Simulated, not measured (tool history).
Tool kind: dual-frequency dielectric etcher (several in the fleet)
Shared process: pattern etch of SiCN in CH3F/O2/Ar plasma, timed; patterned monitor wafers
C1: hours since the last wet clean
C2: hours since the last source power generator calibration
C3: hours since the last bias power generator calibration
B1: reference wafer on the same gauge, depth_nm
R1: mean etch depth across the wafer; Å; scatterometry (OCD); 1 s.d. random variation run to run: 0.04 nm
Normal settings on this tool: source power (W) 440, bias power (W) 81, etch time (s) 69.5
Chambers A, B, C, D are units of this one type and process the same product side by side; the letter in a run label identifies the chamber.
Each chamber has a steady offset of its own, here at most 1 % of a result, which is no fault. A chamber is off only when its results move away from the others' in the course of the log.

{"run": "1C", "day": 0.383, "source power (W)": 440, "bias power (W)": 81, "etch time (s)": 69.5, "C1": 254.1, "C2": 2113.3, "C3": 1143.7, "B1": 27.893, "R1": 279.94}
{"run": "2D", "day": 0.583, "source power (W)": 440, "bias power (W)": 81, "etch time (s)": 69.5, "C1": 544.7, "C2": 3670.5, "C3": 1823.7, "B1": 27.882, "R1": 281.54}
{"run": "3B", "day": 0.9, "source power (W)": 440, "bias power (W)": 81, "etch time (s)": 69.5, "C1": 253.2, "C2": 938.2, "C3": 2016.7, "B1": 27.887, "R1": 280.86}
{"day": 1.088, "done": "chamber D: wet clean of the chamber"}
{"run": "4A", "day": 1.162, "source power (W)": 440, "bias power (W)": 81, "etch time (s)": 69.5, "C1": 407.6, "C2": 2707.1, "C3": 390.0, "B1": 27.867, "R1": 282.18}
{"run": "5B", "day": 1.504, "source power (W)": 440, "bias power (W)": 81, "etch time (s)": 69.5, "C1": 267.7, "C2": 952.7, "C3": 2031.2, "B1": 27.88, "R1": 280.46}
{"run": "6C", "day": 1.729, "source power (W)": 440, "bias power (W)": 81, "etch time (s)": 69.5, "C1": 286.4, "C2": 2145.6, "C3": 1176.0, "B1": 27.873, "R1": 279.27}
{"run": "7D", "day": 2.133, "source power (W)": 440, "bias power (W)": 81, "etch time (s)": 69.5, "C1": 25.1, "C2": 3707.7, "C3": 1860.9, "B1": 27.856, "R1": 280.56}
{"run": "8A", "day": 2.392, "source power (W)": 440, "bias power (W)": 81, "etch time (s)": 69.5, "C1": 437.1, "C2": 2736.6, "C3": 419.5, "B1": 27.857, "R1": 282.89}
{"run": "9C", "day": 2.621, "source power (W)": 510, "bias power (W)": 65, "etch time (s)": 69.5, "C1": 307.8, "C2": 2167.0, "C3": 1197.4, "B1": 27.851, "R1": 274.31}
{"run": "10D", "day": 2.962, "source power (W)": 510, "bias power (W)": 65, "etch time (s)": 69.5, "C1": 45.0, "C2": 3727.6, "C3": 1880.8, "B1": 27.841, "R1": 274.24}
{"day": 3.362, "done": "chamber A: wet clean of the chamber"}
{"run": "11A", "day": 3.4, "source power (W)": 510, "bias power (W)": 65, "etch time (s)": 69.5, "C1": 1.0, "C2": 2760.8, "C3": 443.7, "B1": 27.837, "R1": 276.92}
{"run": "12B", "day": 3.767, "source power (W)": 510, "bias power (W)": 65, "etch time (s)": 69.5, "C1": 322.0, "C2": 1007.0, "C3": 2085.5, "B1": 27.833, "R1": 274.75}
{"run": "13A", "day": 4.004, "source power (W)": 440, "bias power (W)": 81, "etch time (s)": 69.5, "C1": 15.5, "C2": 2775.3, "C3": 458.2, "B1": 27.825, "R1": 281.51}
{"day": 4.342, "done": "chamber C: wet clean of the chamber"}
{"run": "14B", "day": 4.367, "source power (W)": 440, "bias power (W)": 81, "etch time (s)": 69.5, "C1": 336.4, "C2": 1021.4, "C3": 2099.9, "B1": 27.81, "R1": 280.77}
{"run": "15D", "day": 4.704, "source power (W)": 440, "bias power (W)": 81, "etch time (s)": 69.5, "C1": 86.8, "C2": 3769.4, "C3": 1922.6, "B1": 27.815, "R1": 279.91}
{"run": "16C", "day": 5.046, "source power (W)": 440, "bias power (W)": 81, "etch time (s)": 69.5, "C1": 17.0, "C2": 2225.2, "C3": 1255.6, "B1": 27.797, "R1": 279.47}
{"run": "17B", "day": 5.333, "source power (W)": 440, "bias power (W)": 81, "etch time (s)": 69.5, "C1": 359.6, "C2": 1044.6, "C3": 2123.1, "B1": 27.814, "R1": 280.6}
{"run": "18A", "day": 5.579, "source power (W)": 440, "bias power (W)": 81, "etch time (s)": 69.5, "C1": 53.3, "C2": 2813.1, "C3": 496.0, "B1": 27.788, "R1": 281.69}
{"run": "19C", "day": 5.842, "source power (W)": 440, "bias power (W)": 81, "etch time (s)": 69.5, "C1": 36.1, "C2": 2244.3, "C3": 1274.7, "B1": 27.794, "R1": 279.1}
{"run": "20D", "day": 6.129, "source power (W)": 440, "bias power (W)": 81, "etch time (s)": 54.0, "C1": 121.0, "C2": 3803.6, "C3": 1956.8, "B1": 27.778, "R1": 217.43}
{"run": "21B", "day": 6.488, "source power (W)": 440, "bias power (W)": 81, "etch time (s)": 54.0, "C1": 387.3, "C2": 1072.3, "C3": 2150.8, "B1": 27.781, "R1": 217.25}
{"run": "22A", "day": 6.871, "source power (W)": 440, "bias power (W)": 81, "etch time (s)": 54.0, "C1": 84.3, "C2": 2844.1, "C3": 527.0, "B1": 27.771, "R1": 219.02}
{"run": "23C", "day": 7.229, "source power (W)": 440, "bias power (W)": 81, "etch time (s)": 54.0, "C1": 69.4, "C2": 2277.6, "C3": 1308.0, "B1": 27.77, "R1": 217.08}
{"run": "24D", "day": 7.633, "source power (W)": 440, "bias power (W)": 81, "etch time (s)": 69.5, "C1": 157.1, "C2": 3839.7, "C3": 1992.9, "B1": 27.755, "R1": 279.46}
{"run": "25A", "day": 7.867, "source power (W)": 440, "bias power (W)": 81, "etch time (s)": 69.5, "C1": 108.2, "C2": 2868.0, "C3": 550.9, "B1": 27.754, "R1": 280.39}
{"run": "26B", "day": 8.088, "source power (W)": 440, "bias power (W)": 81, "etch time (s)": 69.5, "C1": 425.7, "C2": 1110.7, "C3": 2189.2, "B1": 27.739, "R1": 279.73}
{"run": "27D", "day": 8.467, "source power (W)": 440, "bias power (W)": 81, "etch time (s)": 69.5, "C1": 177.1, "C2": 3859.7, "C3": 2012.9, "B1": 27.745, "R1": 279.73}

Each of the 4 chambers runs these same settings next. Fill in every chamber's results:
{"run": "28A", "day": 8.788, "source power (W)": 440, "bias power (W)": 81, "etch time (s)": 69.5, "R1": "?"}
{"run": "28B", "day": 8.788, "source power (W)": 440, "bias power (W)": 81, "etch time (s)": 69.5, "R1": "?"}
{"run": "28C", "day": 8.788, "source power (W)": 440, "bias power (W)": 81, "etch time (s)": 69.5, "R1": "?"}
{"run": "28D", "day": 8.788, "source power (W)": 440, "bias power (W)": 81, "etch time (s)": 69.5, "R1": "?"}

run=28A R1=280.83
run=28B R1=279.66
run=28C R1=278.70
run=28D R1=279.82

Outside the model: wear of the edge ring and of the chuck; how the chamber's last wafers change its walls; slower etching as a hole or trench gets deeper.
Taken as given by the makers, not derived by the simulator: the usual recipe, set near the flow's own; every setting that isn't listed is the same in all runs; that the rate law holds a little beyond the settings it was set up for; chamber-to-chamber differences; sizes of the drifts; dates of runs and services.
